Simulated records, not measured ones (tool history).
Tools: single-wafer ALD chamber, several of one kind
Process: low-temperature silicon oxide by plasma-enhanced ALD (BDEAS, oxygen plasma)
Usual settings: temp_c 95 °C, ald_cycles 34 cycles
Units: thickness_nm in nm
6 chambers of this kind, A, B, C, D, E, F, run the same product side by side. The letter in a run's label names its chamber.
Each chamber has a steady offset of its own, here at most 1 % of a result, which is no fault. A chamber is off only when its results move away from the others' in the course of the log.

run	day	temp_c	ald_cycles	hours since the last thermocouple change	read-back reference wafer on the same gauge, thickness_nm	thickness_nm
1F	0.171	95	34	134.4	4.4796	4.9540
2A	0.388	95	34	1571.9	4.4789	4.9579
3E	0.729	95	34	1592.4	4.4784	4.9737
4B	1.033	95	34	1235.8	4.4769	4.9199
5D	1.271	95	34	2103.8	4.4763	4.9384
6C	1.467	95	34	230.7	4.4767	4.9356
7C	1.779	95	34	238.2	4.4757	4.9508
8D	2.038	95	34	2122.2	4.4769	4.9446
9E	2.208	95	34	1627.9	4.4741	4.9753
10A	2.454	82	37	1621.5	4.4742	5.6474
11F	2.700	82	37	195.1	4.4732	5.6479
12B	2.883	82	37	1280.2	4.4733	5.6084
13E	3.071	82	37	1648.6	4.4729	5.6596
14C	3.333	82	37	275.5	4.4709	5.6326
15D	3.542	82	37	2158.3	4.4718	5.6149
16B	3.800	95	34	1302.2	4.4714	4.9152
17F	3.958	95	34	225.3	4.4692	4.9507
18A	4.154	95	38	1662.3	4.4716	5.5479
19E	4.421	95	38	1681.0	4.4698	5.5359
20D	4.696	95	38	2186.0	4.4701	5.5097
21C	4.908	95	38	313.3	4.4680	5.5126
22A	5.217	95	38	1687.8	4.4690	5.5221
23F	5.438	95	38	260.8	4.4673	5.5296
24B	5.742	95	34	1348.8	4.4665	4.9247
25F	6.046	95	34	275.4	4.4679	4.9483
26A	6.204	95	34	1711.5	4.4656	4.9522
27E	6.504	95	34	1731.0	4.4657	4.9608
28B	6.829	95	34	1374.9	4.4647	4.9115
29D	7.112	95	30	2244.0	4.4639	4.3412
30C	7.296	95	30	370.6	4.4624	4.3468
31E	7.567	95	30	1756.5	4.4631	4.3841
32D	7.871	95	30	2262.2	4.4626	4.3438
33F	8.021	95	30	322.8	4.4621	4.3650
34B	8.238	95	30	1408.7	4.4619	4.3436
35C	8.496	95	34	399.4	4.4611	4.9384
# day 8.650: chamber A: thermocouple changed; heater temperature recalibrated
36A	8.725	95	34	1.8	4.4597	4.9450
37A	9.021	95	34	8.9	4.4589	4.9435
38C	9.233	95	34	417.1	4.4579	4.9256
39D	9.450	108	30	2300.1	4.4564	4.1932
40E	9.629	108	30	1806.0	4.4580	4.2337
41F	9.808	108	30	365.7	4.4559	4.2124
42B	10.108	108	30	1453.6	4.4557	4.1868

Next, every chamber runs the same settings. What will each give?
43A	10.358	95	29			?
43B	10.358	95	29			?
43C	10.358	95	29			?
43D	10.358	95	29			?
43E	10.358	95	29			?
43F	10.358	95	29			?

run	thickness_nm
43A	4.2159
43B	4.1911
43C	4.1991
43D	4.1948
43E	4.2135
43F	4.2171
